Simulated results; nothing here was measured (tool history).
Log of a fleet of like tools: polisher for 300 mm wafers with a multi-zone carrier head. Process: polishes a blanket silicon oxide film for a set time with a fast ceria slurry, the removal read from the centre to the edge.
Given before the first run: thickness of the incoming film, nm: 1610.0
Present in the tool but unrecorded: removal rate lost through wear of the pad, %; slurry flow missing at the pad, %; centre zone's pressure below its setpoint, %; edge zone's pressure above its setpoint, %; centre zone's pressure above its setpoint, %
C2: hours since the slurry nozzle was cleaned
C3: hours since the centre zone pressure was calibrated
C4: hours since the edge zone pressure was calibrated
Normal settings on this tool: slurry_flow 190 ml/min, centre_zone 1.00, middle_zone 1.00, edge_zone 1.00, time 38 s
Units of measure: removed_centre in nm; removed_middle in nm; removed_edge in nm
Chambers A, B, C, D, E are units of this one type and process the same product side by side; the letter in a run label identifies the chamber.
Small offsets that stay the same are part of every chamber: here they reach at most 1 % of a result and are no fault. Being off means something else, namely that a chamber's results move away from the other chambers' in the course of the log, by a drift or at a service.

Run 1D, hour 3.5: usual settings; wafers polished on this pad 491; C2 637.4; C3 35.7; C4 883.8. Result: removed_centre 614.91 nm, removed_middle 607.90 nm, removed_edge 612.63 nm.
Run 2B, hour 8.3: usual settings; wafers polished on this pad 419; C2 373.7; C3 728.2; C4 838.9. Result: removed_centre 599.54 nm, removed_middle 614.13 nm, removed_edge 610.23 nm.
Run 3C, hour 13.6: usual settings; wafers polished on this pad 1256; C2 71.7; C3 403.3; C4 580.6. Result: removed_centre 611.06 nm, removed_middle 608.54 nm, removed_edge 600.33 nm.
Run 4E, hour 16.8: usual settings; wafers polished on this pad 885; C2 105.4; C3 79.0; C4 209.1. Result: removed_centre 599.04 nm, removed_middle 603.31 nm, removed_edge 603.70 nm.
At hour 19.3: chamber C: worn pad replaced by a new one.
Run 5A, hour 21.8: usual settings; wafers polished on this pad 909; C2 280.4; C3 556.1; C4 466.3. Result: removed_centre 598.96 nm, removed_middle 610.85 nm, removed_edge 609.43 nm.
At hour 24.3: chamber E: worn pad replaced by a new one.
Run 6E, hour 28.6: usual settings but slurry_flow 220 ml/min, time 25 s; wafers polished on this pad 69; C2 117.2; C3 90.8; C4 220.9. Result: removed_centre 416.82 nm, removed_middle 410.79 nm, removed_edge 408.90 nm.
Run 7D, hour 34.1: usual settings but slurry_flow 220 ml/min, time 25 s; wafers polished on this pad 981; C2 668.0; C3 66.3; C4 914.4. Result: removed_centre 406.04 nm, removed_middle 410.72 nm, removed_edge 418.20 nm.
At hour 36.1: chamber B: centre zone pressure recalibrated.
Run 8B, hour 38.2: usual settings but slurry_flow 220 ml/min, time 25 s; wafers polished on this pad 898; C2 403.6; C3 2.1; C4 868.8. Result: removed_centre 412.85 nm, removed_middle 409.62 nm, removed_edge 399.92 nm.
At hour 38.8: chamber B: worn pad replaced by a new one.
At hour 40.2: chamber A: worn pad replaced by a new one.
Run 9A, hour 43.5: usual settings but slurry_flow 220 ml/min, time 25 s; wafers polished on this pad 54; C2 302.1; C3 577.8; C4 488.0. Result: removed_centre 396.85 nm, removed_middle 413.75 nm, removed_edge 409.99 nm.
At hour 49.2: chamber D: worn pad replaced by a new one.
Run 10C, hour 50.3: usual settings but slurry_flow 220 ml/min, time 25 s; wafers polished on this pad 497; C2 108.4; C3 440.0; C4 617.3. Result: removed_centre 403.00 nm, removed_middle 403.92 nm, removed_edge 411.71 nm.
Run 11C, hour 53.8: usual settings; wafers polished on this pad 554; C2 111.9; C3 443.5; C4 620.8. Result: removed_centre 619.05 nm, removed_middle 596.35 nm, removed_edge 600.41 nm.
At hour 54.6: chamber B: slurry nozzle cleaned.
Run 12D, hour 57.7: usual settings; wafers polished on this pad 136; C2 691.6; C3 89.9; C4 938.0. Result: removed_centre 613.62 nm, removed_middle 606.34 nm, removed_edge 614.23 nm.
At hour 59.8: chamber D: slurry nozzle cleaned.
Run 13A, hour 63.3: usual settings; wafers polished on this pad 371; C2 321.9; C3 597.6; C4 507.8. Result: removed_centre 598.38 nm, removed_middle 622.78 nm, removed_edge 616.96 nm.
Run 14E, hour 67.0: usual settings; wafers polished on this pad 684; C2 155.6; C3 129.2; C4 259.3. Result: removed_centre 611.11 nm, removed_middle 606.18 nm, removed_edge 614.33 nm.
Run 15B, hour 71.4: usual settings; wafers polished on this pad 522; C2 16.9; C3 35.3; C4 902.0. Result: removed_centre 600.10 nm, removed_middle 608.09 nm, removed_edge 604.10 nm.
At hour 72.2: chamber E: worn pad replaced by a new one.
Run 16E, hour 75.8: usual settings; wafers polished on this pad 57; C2 164.4; C3 138.0; C4 268.1. Result: removed_centre 599.11 nm, removed_middle 601.96 nm, removed_edge 612.51 nm.
Run 17A, hour 79.0: usual settings but slurry_flow 215 ml/min, edge_zone 0.93; wafers polished on this pad 622; C2 337.6; C3 613.3; C4 523.5. Result: removed_centre 608.91 nm, removed_middle 624.44 nm, removed_edge 587.08 nm.
Run 18B, hour 83.5: usual settings but slurry_flow 215 ml/min, edge_zone 0.93; wafers polished on this pad 716; C2 29.0; C3 47.4; C4 914.1. Result: removed_centre 623.53 nm, removed_middle 623.29 nm, removed_edge 581.18 nm.
Run 19C, hour 89.5: usual settings but slurry_flow 215 ml/min, edge_zone 0.93; wafers polished on this pad 1125; C2 147.6; C3 479.2; C4 656.5. Result: removed_centre 614.46 nm, removed_middle 620.51 nm, removed_edge 588.37 nm.
Run 20D, hour 93.0: usual settings but slurry_flow 215 ml/min, edge_zone 0.93; wafers polished on this pad 701; C2 33.2; C3 125.2; C4 973.3. Result: removed_centre 622.45 nm, removed_middle 614.41 nm, removed_edge 591.94 nm.
Run 21E, hour 96.6: usual settings but slurry_flow 215 ml/min, edge_zone 0.93; wafers polished on this pad 390; C2 185.2; C3 158.8; C4 288.9. Result: removed_centre 628.99 nm, removed_middle 617.49 nm, removed_edge 579.77 nm.
At hour 97.2: chamber C: worn pad replaced by a new one.
At hour 100.0: chamber B: worn pad replaced by a new one.
Run 22C, hour 102.8: usual settings; wafers polished on this pad 91; C2 160.9; C3 492.5; C4 669.8. Result: removed_centre 616.67 nm, removed_middle 591.02 nm, removed_edge 603.78 nm.
At hour 103.6: chamber C: centre zone pressure recalibrated.
Run 23A, hour 105.9: usual settings; wafers polished on this pad 1053; C2 364.5; C3 640.2; C4 550.4. Result: removed_centre 604.11 nm, removed_middle 629.16 nm, removed_edge 615.97 nm.
At hour 110.0: chamber D: edge zone pressure recalibrated.
Run 24B, hour 110.1: usual settings; wafers polished on this pad 162; C2 55.6; C3 74.0; C4 940.7. Result: removed_centre 602.44 nm, removed_middle 597.31 nm, removed_edge 604.58 nm.
Run 25D, hour 116.0: usual settings; wafers polished on this pad 1069; C2 56.2; C3 148.2; C4 6.1. Result: removed_centre 595.24 nm, removed_middle 620.34 nm, removed_edge 607.25 nm.
Run 26D, hour 119.2: usual settings but centre_zone 0.95; wafers polished on this pad 1121; C2 59.4; C3 151.4; C4 9.3. Result: removed_centre 588.26 nm, removed_middle 607.41 nm, removed_edge 609.44 nm.
At hour 122.3: chamber E: slurry nozzle cleaned.
At hour 123.5: chamber A: worn pad replaced by a new one.
Run 27A, hour 124.8: usual settings but centre_zone 0.95; wafers polished on this pad 22; C2 383.4; C3 659.1; C4 569.3. Result: removed_centre 569.51 nm, removed_middle 615.16 nm, removed_edge 600.11 nm.
At hour 127.7: chamber E: worn pad replaced by a new one.
At hour 128.7: chamber D: worn pad replaced by a new one.
Run 28E, hour 130.9: usual settings but centre_zone 0.95; wafers polished on this pad 52; C2 8.6; C3 193.1; C4 323.2. Result: removed_centre 582.71 nm, removed_middle 608.50 nm, removed_edge 604.23 nm.
Run 29B, hour 134.0: usual settings but centre_zone 0.95; wafers polished on this pad 544; C2 79.5; C3 97.9; C4 964.6. Result: removed_centre 570.16 nm, removed_middle 619.39 nm, removed_edge 612.55 nm.
Run 30C, hour 138.9: usual settings but centre_zone 0.95; wafers polished on this pad 669; C2 197.0; C3 35.3; C4 705.9. Result: removed_centre 641.12 nm, removed_middle 600.65 nm, removed_edge 601.65 nm.
Run 31D, hour 145.7: usual settings but middle_zone 1.06; wafers polished on this pad 273; C2 85.9; C3 177.9; C4 35.8. Result: removed_centre 618.17 nm, removed_middle 646.02 nm, removed_edge 615.01 nm.
Run 32C, hour 151.1: usual settings but middle_zone 1.06; wafers polished on this pad 864; C2 209.2; C3 47.5; C4 718.1. Result: removed_centre 686.24 nm, removed_middle 633.73 nm, removed_edge 593.28 nm.
Run 33A, hour 156.5: usual settings but middle_zone 1.06; wafers polished on this pad 529; C2 415.1; C3 690.8; C4 601.0. Result: removed_centre 606.96 nm, removed_middle 645.73 nm, removed_edge 615.26 nm.
Run 34B, hour 160.5: usual settings but middle_zone 1.06; wafers polished on this pad 969; C2 106.0; C3 124.4; C4 991.1. Result: removed_centre 614.37 nm, removed_middle 638.11 nm, removed_edge 601.24 nm.
Run 35E, hour 166.1: usual settings but middle_zone 1.06; wafers polished on this pad 616; C2 43.8; C3 228.3; C4 358.4. Result: removed_centre 617.47 nm, removed_middle 642.60 nm, removed_edge 606.16 nm.

Read the log: is a single chamber off, either drifting away or since a service, is the gauge that measures every chamber drifting, or is nothing wrong beyond small per-chamber offsets? Name any odd chamber and what most likely caused it.

A service on chamber C put it out of line with the rest.
Likeliest cause: centre zone's pressure above its setpoint, % = 11.2.

Chamber C could run next with any of the 4 candidate recipes listed below; each alters the usual settings, and their results appear as question marks. Which one brings its results back in line with what the other chambers deliver on the usual settings?
A result is in line if it is within this distance of the other chambers' mean on the usual settings: removed_centre 29.00 nm; removed_middle 26.00 nm; removed_edge 28.00 nm
Run 36C-1, hour 171.0: usual settings but slurry_flow 185 ml/min, centre_zone 0.91, middle_zone 1.02, edge_zone 1.03. Result: removed_centre ?, removed_middle ?, removed_edge ?.
Run 36C-2, hour 171.0: usual settings but slurry_flow 195 ml/min, centre_zone 1.09, middle_zone 0.98, edge_zone 0.97. Result: removed_centre ?, removed_middle ?, removed_edge ?.
Run 36C-3, hour 171.0: usual settings but slurry_flow 200 ml/min, centre_zone 1.17, middle_zone 0.96, edge_zone 0.94. Result: removed_centre ?, removed_middle ?, removed_edge ?.
Run 36C-4, hour 171.0: usual settings but slurry_flow 180 ml/min, centre_zone 0.83, middle_zone 1.04, edge_zone 1.06. Result: removed_centre ?, removed_middle ?, removed_edge ?.

Average result of the remaining chambers running the usual settings: removed_centre 607.93 nm; removed_middle 609.98 nm; removed_edge 609.11 nm
  run  removed_centre  removed_middle  removed_edge
36C-1          607.75          608.85        617.57
36C-2          747.09          591.29        602.35
36C-3          809.94          582.25        594.50
36C-4          546.11          617.27        624.93
The right change is 36C-1: it brings the chamber back within the allowed miss of the others.

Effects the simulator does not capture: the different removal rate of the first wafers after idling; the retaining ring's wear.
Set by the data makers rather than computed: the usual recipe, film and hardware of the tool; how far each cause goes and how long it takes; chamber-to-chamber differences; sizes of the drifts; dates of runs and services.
